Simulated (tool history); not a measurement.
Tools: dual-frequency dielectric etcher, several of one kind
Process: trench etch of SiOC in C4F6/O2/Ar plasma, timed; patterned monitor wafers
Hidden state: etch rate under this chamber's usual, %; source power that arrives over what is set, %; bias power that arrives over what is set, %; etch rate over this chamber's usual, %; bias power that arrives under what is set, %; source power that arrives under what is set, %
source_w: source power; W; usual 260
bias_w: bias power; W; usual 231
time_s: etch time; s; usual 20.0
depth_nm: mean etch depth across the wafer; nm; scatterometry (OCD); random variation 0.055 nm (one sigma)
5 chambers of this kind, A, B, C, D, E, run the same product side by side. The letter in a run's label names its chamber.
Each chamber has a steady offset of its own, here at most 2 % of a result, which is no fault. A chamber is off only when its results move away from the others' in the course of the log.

run     day  source_w  bias_w  time_s  hours since the last wet clean  hours since the last source power generator calibration  hours since the last bias power generator calibration  read-back reference wafer on the same gauge, depth_nm  depth_nm
 1D   0.400       260     231    20.0                           286.7                                                   1228.8                                                 3403.2                                                 42.400    38.442
 2E   0.662       260     231    20.0                           197.6                                                   1777.2                                                 3068.6                                                 42.416    38.251
 3A   0.900       260     231    20.0                           492.5                                                    242.0                                                 1192.1                                                 42.414    38.072
 4C   1.242       260     231    20.0                           383.4                                                   2612.8                                                 1491.0                                                 42.431    38.505
 5B   1.454       260     198    20.0                            92.6                                                   2129.5                                                 1151.4                                                 42.432    36.893
 6E   1.788       260     198    20.0                           224.6                                                   1804.2                                                 3095.6                                                 42.441    36.159
 7B   2.221       260     198    20.0                           111.0                                                   2147.9                                                 1169.8                                                 42.446    36.948
 8A   2.475       260     198    20.0                           530.3                                                    279.8                                                 1229.9                                                 42.458    36.165
 9D   2.758       260     198    20.0                           343.3                                                   1285.4                                                 3459.8                                                 42.452    36.641
10C   3.058       260     231    20.0                           427.0                                                   2656.4                                                 1534.6                                                 42.462    38.425
11D   3.279       260     231    20.0                           355.8                                                   1297.9                                                 3472.3                                                 42.475    38.513
12A   3.679       260     231    20.0                           559.2                                                    308.7                                                 1258.8                                                 42.468    38.145
      3.783  -- chamber C: wet clean of the chamber
13C   4.071       210     178    20.0                             7.0                                                   2680.7                                                 1558.9                                                 42.490    32.519
14E   4.508       210     178    20.0                           289.9                                                   1869.5                                                 3160.9                                                 42.493    32.288
15B   4.783       210     178    20.0                           172.5                                                   2209.4                                                 1231.3                                                 42.498    32.945
16C   5.038       210     178    20.0                            30.2                                                   2703.9                                                 1582.1                                                 42.495    32.462
17A   5.229       210     178    20.0                           596.4                                                    345.9                                                 1296.0                                                 42.504    32.077
18E   5.608       260     231    20.0                           316.3                                                   1895.9                                                 3187.3                                                 42.505    38.230
      5.858  -- chamber A: wet clean of the chamber
19D   5.962       260     231    20.0                           420.2                                                   1362.3                                                 3536.7                                                 42.507    38.543
20B   6.325       260     231    20.0                           209.5                                                   2246.4                                                 1268.3                                                 42.530    39.004
21B   6.754       260     231    20.0                           219.8                                                   2256.7                                                 1278.6                                                 42.542    39.044
22E   7.133       260     231    20.0                           352.9                                                   1932.5                                                 3223.9                                                 42.549    38.190
23A   7.433       210     268    20.0                            37.9                                                    398.8                                                 1348.9                                                 42.563    37.140
24D   7.675       210     268    20.0                           461.3                                                   1403.4                                                 3577.8                                                 42.542    37.422
25C   7.992       210     268    20.0                           101.1                                                   2774.8                                                 1653.0                                                 42.546    37.532
26B   8.292       210     268    20.0                           256.7                                                   2293.6                                                 1315.5                                                 42.564    37.840
27A   8.550       210     268    20.0                            64.7                                                    425.6                                                 1375.7                                                 42.574    37.153
28D   8.750       260     231    24.5                           487.1                                                   1429.2                                                 3603.6                                                 42.574    47.225
      8.871  -- chamber B: source power generator calibrated
29C   9.104       260     231    24.5                           127.8                                                   2801.5                                                 1679.7                                                 42.582    47.272
      9.154  -- chamber D: wet clean of the chamber
30E   9.538       260     231    24.5                           410.6                                                   1990.2                                                 3281.6                                                 42.583    46.955
31A   9.950       260     231    24.5                            98.3                                                    459.2                                                 1409.3                                                 42.617    46.925
32B  10.238       260     231    24.5                           303.4                                                     32.9                                                 1362.2                                                 42.604    47.632
33E  10.608       260     231    20.0                           436.3                                                   2015.9                                                 3307.3                                                 42.615    38.351
34C  10.812       260     231    20.0                           168.8                                                   2842.5                                                 1720.7                                                 42.616    38.708
35D  11.100       260     231    20.0                            46.7                                                   1485.6                                                 3660.0                                                 42.627    38.628
36D  11.350       260     231    20.0                            52.7                                                   1491.6                                                 3666.0                                                 42.628    38.658
37E  11.650       260     231    20.0                           461.3                                                   2040.9                                                 3332.3                                                 42.633    38.375
38A  12.054       260     231    20.0                           148.8                                                    509.7                                                 1459.8                                                 42.610    38.249
39B  12.471       260     231    20.0                           357.0                                                     86.5                                                 1415.8                                                 42.642    38.978

What goes on in this fleet: one chamber off, a drifting gauge, or nothing beyond the chambers' own small offsets? Name the chamber and the cause, if any.

The gauge drifts, so all chambers seem to drift together. No chamber is off.
Cause: gauge reads high (%) = 0.586.
